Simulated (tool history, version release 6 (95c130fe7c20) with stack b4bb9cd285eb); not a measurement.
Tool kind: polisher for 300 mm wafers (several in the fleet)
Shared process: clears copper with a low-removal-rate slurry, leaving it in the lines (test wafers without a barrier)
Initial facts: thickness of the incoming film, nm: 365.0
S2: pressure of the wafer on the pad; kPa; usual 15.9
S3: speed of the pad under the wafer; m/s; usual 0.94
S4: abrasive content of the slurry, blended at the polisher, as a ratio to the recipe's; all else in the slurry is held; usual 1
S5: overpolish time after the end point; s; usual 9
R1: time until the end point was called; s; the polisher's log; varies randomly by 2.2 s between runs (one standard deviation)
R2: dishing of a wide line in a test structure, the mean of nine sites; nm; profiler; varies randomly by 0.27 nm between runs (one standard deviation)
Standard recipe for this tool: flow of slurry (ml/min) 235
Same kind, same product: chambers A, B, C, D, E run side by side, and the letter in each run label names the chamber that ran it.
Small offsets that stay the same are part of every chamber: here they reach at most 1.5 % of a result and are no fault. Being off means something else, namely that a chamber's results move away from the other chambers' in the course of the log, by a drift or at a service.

Run 1A, day 0.375: usual settings. Result: R1 186.67 s, R2 11.615 nm.
At day 0.458: chamber B: slurry blender recalibrated.
Run 2D, day 0.883: usual settings. Result: R1 185.83 s, R2 11.412 nm.
At day 1.129: chamber E: worn pad replaced by a new one.
Run 3E, day 1.15: usual settings. Result: R1 188.23 s, R2 11.661 nm.
Run 4B, day 1.408: usual settings. Result: R1 189.48 s, R2 11.752 nm.
At day 1.588: chamber E: head pressure recalibrated.
Run 5C, day 1.667: usual settings. Result: R1 188.39 s, R2 11.918 nm.
Run 6E, day 2.033: usual settings but S2 18.6 kPa. Result: R1 157.62 s, R2 13.779 nm.
Run 7D, day 2.417: usual settings but S2 18.6 kPa. Result: R1 153.97 s, R2 13.75 nm.
Run 8A, day 2.688: usual settings but S2 18.6 kPa. Result: R1 163.86 s, R2 13.412 nm.
At day 2.717: chamber D: worn pad replaced by a new one.
At day 2.775: chamber B: worn pad replaced by a new one.
At day 2.883: chamber A: worn pad replaced by a new one.
Run 9C, day 3.212: usual settings but S2 18.6 kPa. Result: R1 161.16 s, R2 13.264 nm.
Run 10B, day 3.696: usual settings but S2 18.6 kPa. Result: R1 163.16 s, R2 13.803 nm.
Run 11E, day 4.108: usual settings but flow of slurry (ml/min) 295. Result: R1 181.54 s, R2 12.019 nm.
At day 4.329: chamber B: slurry nozzle cleaned.
Run 12C, day 4.492: usual settings but flow of slurry (ml/min) 295. Result: R1 181.23 s, R2 12.421 nm.
At day 4.588: chamber A: slurry nozzle cleaned.
Run 13A, day 4.838: usual settings but flow of slurry (ml/min) 295. Result: R1 181.98 s, R2 12.266 nm.
At day 5.158: chamber C: head pressure recalibrated.
At day 5.229: chamber D: slurry blender recalibrated.
At day 5.262: chamber E: slurry blender recalibrated.
Run 14B, day 5.317: usual settings but flow of slurry (ml/min) 295. Result: R1 182.65 s, R2 12.229 nm.
Run 15D, day 5.717: usual settings but flow of slurry (ml/min) 295. Result: R1 181.84 s, R2 11.693 nm.
Run 16A, day 6.021: usual settings. Result: R1 186.82 s, R2 11.672 nm.
At day 6.208: chamber C: worn pad replaced by a new one.
Run 17B, day 6.308: usual settings. Result: R1 186.84 s, R2 11.82 nm.
Run 18E, day 6.788: usual settings. Result: R1 188.86 s, R2 12.006 nm.
At day 7.071: chamber B: worn pad replaced by a new one.
Run 19C, day 7.1: usual settings. Result: R1 191.75 s, R2 12.134 nm.
Run 20D, day 7.379: usual settings. Result: R1 188.09 s, R2 11.395 nm.
At day 7.475: chamber B: slurry blender recalibrated.
At day 7.596: chamber D: worn pad replaced by a new one.
Run 21D, day 7.629: usual settings but S3 1.14 m/s, S5 5 s. Result: R1 151.63 s, R2 8.5386 nm.
Run 22E, day 7.992: usual settings but S3 1.14 m/s, S5 5 s. Result: R1 153.37 s, R2 7.977 nm.
Run 23C, day 8.454: usual settings but S3 1.14 m/s, S5 5 s. Result: R1 152.74 s, R2 8.477 nm.
Run 24B, day 8.812: usual settings but S3 1.14 m/s, S5 5 s. Result: R1 157.46 s, R2 8.7429 nm.
At day 8.821: chamber A: head pressure recalibrated.
Run 25A, day 9.062: usual settings but S3 1.14 m/s, S5 5 s. Result: R1 174.34 s, R2 7.3955 nm.
At day 9.067: chamber C: slurry nozzle cleaned.
At day 9.262: chamber E: worn pad replaced by a new one.
Run 26C, day 9.508: usual settings. Result: R1 187.66 s, R2 11.974 nm.
At day 9.583: chamber A: worn pad replaced by a new one.
At day 9.675: chamber E: slurry blender recalibrated.
Run 27A, day 9.921: usual settings. Result: R1 204.77 s, R2 10.957 nm.
At day 10.083: chamber E: slurry nozzle cleaned.
Run 28D, day 10.183: usual settings. Result: R1 184.16 s, R2 11.668 nm.
Run 29E, day 10.5: usual settings. Result: R1 187.68 s, R2 11.695 nm.
Run 30B, day 10.858: usual settings. Result: R1 189.75 s, R2 11.899 nm.
At day 11.025: chamber C: slurry blender recalibrated.
At day 11.038: chamber B: worn pad replaced by a new one.
Run 31E, day 11.283: usual settings. Result: R1 185.94 s, R2 11.477 nm.
At day 11.388: chamber C: worn pad replaced by a new one.
Run 32B, day 11.642: usual settings. Result: R1 187.71 s, R2 11.889 nm.
At day 11.796: chamber D: head pressure recalibrated.
Run 33C, day 12.171: usual settings. Result: R1 188.61 s, R2 11.738 nm.
At day 12.275: chamber A: slurry blender recalibrated.
Run 34D, day 12.579: usual settings. Result: R1 184.32 s, R2 11.566 nm.
At day 12.642: chamber D: worn pad replaced by a new one.
At day 12.725: chamber D: slurry blender recalibrated.
Run 35A, day 12.858: usual settings. Result: R1 206.91 s, R2 11.215 nm.
Run 36B, day 13.308: usual settings. Result: R1 189.85 s, R2 12.02 nm.
Run 37E, day 13.754: usual settings. Result: R1 183.62 s, R2 12.065 nm.
At day 14.025: chamber A: slurry nozzle cleaned.
Run 38D, day 14.258: usual settings. Result: R1 188.04 s, R2 11.218 nm.
At day 14.329: chamber B: head pressure recalibrated.
Run 39A, day 14.683: usual settings. Result: R1 207.38 s, R2 10.171 nm.
At day 14.992: chamber E: slurry blender recalibrated.
At day 14.996: chamber B: slurry blender recalibrated.
Run 40C, day 15.142: usual settings. Result: R1 184.83 s, R2 11.852 nm.
At day 15.379: chamber B: worn pad replaced by a new one.
Run 41B, day 15.467: usual settings. Result: R1 191.04 s, R2 11.431 nm.
Run 42D, day 16.021: usual settings. Result: R1 185.38 s, R2 11.861 nm.
At day 16.321: chamber E: worn pad replaced by a new one.
Run 43E, day 16.392: usual settings. Result: R1 186.22 s, R2 11.562 nm.

All 5 chambers run these settings next. Forecast each chamber's results:
Run 44A, day 16.792: usual settings. Result: R1 ?, R2 ?.
Run 44B, day 16.792: usual settings. Result: R1 ?, R2 ?.
Run 44C, day 16.792: usual settings. Result: R1 ?, R2 ?.
Run 44D, day 16.792: usual settings. Result: R1 ?, R2 ?.
Run 44E, day 16.792: usual settings. Result: R1 ?, R2 ?.

run      R1      R2
44A  207.47  10.549
44B  190.39  11.614
44C  184.43  12.003
44D  186.73  11.531
44E  187.95  11.796

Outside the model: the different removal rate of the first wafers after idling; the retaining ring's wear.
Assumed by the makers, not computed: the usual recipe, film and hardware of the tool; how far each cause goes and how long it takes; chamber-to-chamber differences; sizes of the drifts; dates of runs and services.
